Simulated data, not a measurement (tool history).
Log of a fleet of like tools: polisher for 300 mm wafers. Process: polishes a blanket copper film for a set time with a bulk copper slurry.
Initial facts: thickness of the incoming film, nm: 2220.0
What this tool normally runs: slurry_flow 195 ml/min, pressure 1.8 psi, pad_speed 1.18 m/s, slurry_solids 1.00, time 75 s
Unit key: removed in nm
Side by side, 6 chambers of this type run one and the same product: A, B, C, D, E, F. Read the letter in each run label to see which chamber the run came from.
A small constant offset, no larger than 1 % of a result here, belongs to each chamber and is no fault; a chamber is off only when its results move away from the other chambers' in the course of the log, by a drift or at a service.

run	hour	slurry_flow	pressure	pad_speed	slurry_solids	time	wafers polished on this pad	hours since the slurry nozzle was cleaned	hours since the head pressure was calibrated	hours since the slurry blender was calibrated	removed
# hour 2.1: chamber B: worn pad replaced by a new one
1B	8.4	195	1.8	1.18	1.00	75	49	98.6	136.2	88.5	425.98
# hour 12.8: chamber D: slurry blender recalibrated
2F	16.4	195	1.8	1.18	1.00	75	822	492.0	21.8	151.6	427.00
# hour 17.1: chamber D: slurry nozzle cleaned
# hour 21.1: chamber C: worn pad replaced by a new one
3D	23.8	195	1.8	1.18	1.00	75	731	6.8	221.5	11.0	432.48
# hour 31.1: chamber E: slurry blender recalibrated
4E	38.2	195	1.8	1.18	1.00	75	630	353.5	789.1	7.1	437.58
# hour 44.7: chamber E: head pressure recalibrated
5C	49.3	195	1.8	1.18	1.00	75	218	394.3	314.5	140.7	440.19
# hour 55.9: chamber A: worn pad replaced by a new one
# hour 58.8: chamber E: slurry nozzle cleaned
# hour 61.0: chamber D: worn pad replaced by a new one
6A	61.0	195	1.8	1.18	1.00	75	39	253.1	326.1	150.8	421.98
7A	73.5	195	1.8	1.18	0.85	75	136	265.6	338.6	163.3	420.10
# hour 75.9: chamber F: worn pad replaced by a new one
# hour 84.8: chamber F: slurry nozzle cleaned
8B	87.4	195	1.8	1.18	0.85	75	660	177.6	215.2	167.5	414.72
9E	101.9	195	1.8	1.18	0.85	75	1123	43.2	57.3	70.8	411.95
10D	111.1	195	1.8	1.18	0.85	75	388	94.1	308.8	98.3	411.11
# hour 114.6: chamber C: slurry nozzle cleaned
# hour 119.6: chamber C: worn pad replaced by a new one
# hour 121.7: chamber D: slurry blender recalibrated
11C	122.1	195	1.8	1.18	0.85	75	19	7.6	387.3	213.5	417.45
# hour 129.5: chamber A: worn pad replaced by a new one
12F	137.2	195	1.8	1.18	0.85	75	474	52.4	142.6	272.4	410.69
13A	149.4	195	1.8	1.18	1.00	75	154	341.5	414.5	239.2	433.02
# hour 151.5: chamber A: slurry nozzle cleaned
14F	164.0	195	1.8	1.18	1.00	75	681	79.2	169.4	299.2	441.11
# hour 170.3: chamber B: worn pad replaced by a new one
# hour 171.9: chamber B: slurry blender recalibrated
# hour 173.0: chamber D: worn pad replaced by a new one
15E	175.3	195	1.8	1.18	1.00	75	1691	116.6	130.7	144.2	412.47
16B	183.3	195	1.8	1.18	0.70	87	100	273.5	311.1	11.5	461.05
17D	190.0	195	1.8	1.18	0.70	87	132	173.0	387.7	68.4	456.73
18C	198.2	195	1.8	1.18	0.70	87	608	83.7	463.4	289.6	475.38
# hour 203.3: chamber C: worn pad replaced by a new one
19E	205.6	195	1.8	1.18	0.70	87	1925	146.9	161.0	174.5	447.12
# hour 207.6: chamber F: worn pad replaced by a new one
# hour 207.9: chamber A: worn pad replaced by a new one
# hour 212.2: chamber A: head pressure recalibrated
20A	216.2	195	1.8	1.18	0.70	87	64	64.8	4.1	306.0	458.91
21D	230.6	195	1.8	1.18	0.70	87	446	213.6	428.3	109.0	469.97
# hour 231.0: chamber D: slurry blender recalibrated
22F	245.2	195	1.8	1.18	1.00	75	291	160.4	250.6	380.4	425.33
23C	252.5	195	1.8	1.18	1.00	75	381	138.0	517.7	343.9	434.06
# hour 254.2: chamber E: slurry blender recalibrated
24B	266.4	195	1.3	1.18	1.15	75	743	356.6	394.2	94.6	324.66
# hour 270.7: chamber B: slurry nozzle cleaned
25B	273.7	195	1.3	1.18	1.15	75	800	3.0	401.5	101.9	319.84
# hour 280.8: chamber C: worn pad replaced by a new one
26D	285.2	195	1.3	1.18	1.15	75	868	268.2	482.9	54.2	326.13
# hour 286.1: chamber A: worn pad replaced by a new one
27E	293.1	195	1.3	1.18	1.15	75	2602	234.4	248.5	39.0	299.26
28C	301.0	195	1.3	1.18	1.15	75	156	186.5	566.2	392.4	322.89
# hour 301.4: chamber A: slurry blender recalibrated
# hour 303.6: chamber D: worn pad replaced by a new one
29F	308.0	195	1.3	1.18	1.15	75	777	223.2	313.4	443.2	322.54
30A	315.9	195	1.8	1.18	1.00	75	230	164.5	103.8	14.5	436.14
31C	322.4	195	1.8	1.18	1.00	75	322	207.9	587.6	413.8	433.88
32F	335.0	195	1.8	1.18	1.00	75	986	250.2	340.4	470.2	426.26
# hour 336.7: chamber B: worn pad replaced by a new one
# hour 340.1: chamber D: slurry blender recalibrated
# hour 343.3: chamber F: slurry blender recalibrated
# hour 344.9: chamber C: slurry blender recalibrated
33A	348.0	160	1.8	1.38	1.00	75	479	196.6	135.9	46.6	487.68
34B	356.5	160	1.8	1.38	1.00	75	153	85.8	484.3	184.7	492.42
# hour 357.2: chamber F: worn pad replaced by a new one
35D	367.6	160	1.8	1.38	1.00	75	495	350.6	565.3	27.6	494.10
# hour 374.9: chamber C: worn pad replaced by a new one
36E	375.2	160	1.8	1.38	1.00	75	3237	316.5	330.6	121.1	440.00
37C	390.2	160	1.8	1.38	1.00	75	119	275.7	655.4	45.4	497.19
# hour 398.4: chamber B: slurry blender recalibrated
38F	404.5	160	1.8	1.38	1.00	75	366	319.7	409.9	61.2	479.41
# hour 410.0: chamber B: head pressure recalibrated
39B	419.2	195	1.8	1.18	1.00	75	638	148.5	9.2	20.8	438.14
40D	432.8	195	1.8	1.18	1.00	75	999	415.8	630.5	92.8	427.37

Decide between three cases: one chamber stands off from its peers, the gauge reading all wafers drifts, or nothing is wrong past each chamber's small offset. Where a chamber is off, say which and what most likely put it there.

Chamber E drifts away from the others.
Likeliest cause: removal rate lost through wear of the pad, % = 12.4.
The log may not separate it from: head's pressure below its setpoint, %.

Below are 4 candidate recipes for chamber E's next run, each the usual settings with a change, their results shown as question marks. Which of them brings E's results back in line with what the other chambers give on the usual settings?
Allowed miss from the other chambers' usual-settings mean, per result, to count as in line: removed 17.00 nm
41E-1	443.7	195	1.8	1.34	1.00	75					?
41E-2	443.7	190	1.6	1.18	1.00	75					?
41E-3	443.7	195	1.8	1.50	1.00	75					?
41E-4	443.7	190	1.4	1.18	0.95	75					?

Usual-settings mean across the other chambers: removed 430.83 nm
run	removed
41E-1	427.00
41E-2	333.08
41E-3	478.64
41E-4	289.00
The right change is 41E-1: it brings the chamber back within the allowed miss of the others.
